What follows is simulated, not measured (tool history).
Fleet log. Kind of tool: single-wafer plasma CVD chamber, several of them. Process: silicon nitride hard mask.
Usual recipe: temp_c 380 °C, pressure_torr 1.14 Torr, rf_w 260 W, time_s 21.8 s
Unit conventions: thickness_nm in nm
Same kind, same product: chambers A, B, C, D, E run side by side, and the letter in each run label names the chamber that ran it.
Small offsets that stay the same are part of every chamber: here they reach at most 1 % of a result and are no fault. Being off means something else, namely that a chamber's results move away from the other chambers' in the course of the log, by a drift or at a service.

run     day  temp_c  pressure_torr  rf_w  time_s  read-back reference wafer on the same gauge, thickness_nm  thickness_nm
 1E   0.492     380           1.14   260    21.8                                                     21.892        20.789
 2D   0.883     380           1.14   260    21.8                                                      21.88        20.644
 3B   1.333     380           1.14   260    21.8                                                     21.889        20.946
 4A   1.921     380           1.14   260    21.8                                                     21.876        20.566
      1.954  -- chamber E: capacitance manometer re-zeroed and calibrated
 5C    2.25     380           1.14   260    21.8                                                     21.869        20.643
 6B     2.6     380           1.14   260    21.8                                                     21.879        20.945
 7E   2.946     380           1.14   260    21.8                                                     21.872        20.734
 8A   3.496     380           1.14   260    21.8                                                     21.861         20.68
 9D   4.071     380           1.14   260    21.8                                                     21.861        20.637
10C     4.5     380           1.14   260    21.8                                                     21.857        20.642
11E   5.021     380           1.14   260    21.8                                                     21.847        20.693
12C   5.308     380           1.14   260    21.8                                                     21.848        20.597
      5.467  -- chamber A: thermocouple changed; heater temperature recalibrated
13A   5.842     380           1.14   260    21.8                                                     21.833        20.621
14D   6.225     380           1.14   260    21.8                                                     21.837        20.657
15B   6.558     380           1.14   260    21.8                                                     21.832        20.864
      6.617  -- chamber E: thermocouple changed; heater temperature recalibrated
16A   6.996     380           1.14   260    21.8                                                     21.831        20.546
      7.096  -- chamber E: RF generator calibrated
17E    7.55     380           1.14   260    21.8                                                     21.817        20.724
18C   7.854     380           1.14   260    21.8                                                     21.823        20.625
19B   8.383     380           1.14   260    21.8                                                     21.806        20.823
20D   8.812     380           1.14   260    21.8                                                     21.814         20.58
21B     9.1     380           1.14   260    21.8                                                       21.8        20.814
22D   9.429     380           1.14   260    21.8                                                     21.798        20.556
23C   9.775     380           1.14   260    21.8                                                     21.801        20.596
24A  10.212     380           1.14   260    21.8                                                     21.795        20.553
25E  10.517     380           1.14   260    21.8                                                      21.79        20.669
26B  10.867     380           1.14   260    21.8                                                     21.788        20.851
27E  11.417     380           1.36   305    21.8                                                     21.793        24.304
28C  11.875     380           1.36   305    21.8                                                     21.768         24.27
29A  12.271     380           1.36   305    21.8                                                     21.772        24.139
30D  12.571     380           1.36   305    21.8                                                      21.78        24.207
31A  12.962     380           1.36   305    21.8                                                     21.764         24.16
     13.183  -- chamber B: RF generator calibrated
32B  13.542     380           1.14   260    21.8                                                     21.755        20.816
33E  13.958     380           1.14   260    21.8                                                     21.762        20.679
34C  14.375     380           1.14   260    21.8                                                     21.752        20.473

Each of the 5 chambers runs these same settings next. Fill in every chamber's results:
35A  14.821     380           1.14   260    21.8                                                                        ?
35B  14.821     380           1.14   260    21.8                                                                        ?
35C  14.821     380           1.14   260    21.8                                                                        ?
35D  14.821     380           1.14   260    21.8                                                                        ?
35E  14.821     380           1.14   260    21.8                                                                        ?

run  thickness_nm
35A        20.499
35B        20.752
35C        20.517
35D        20.509
35E        20.671
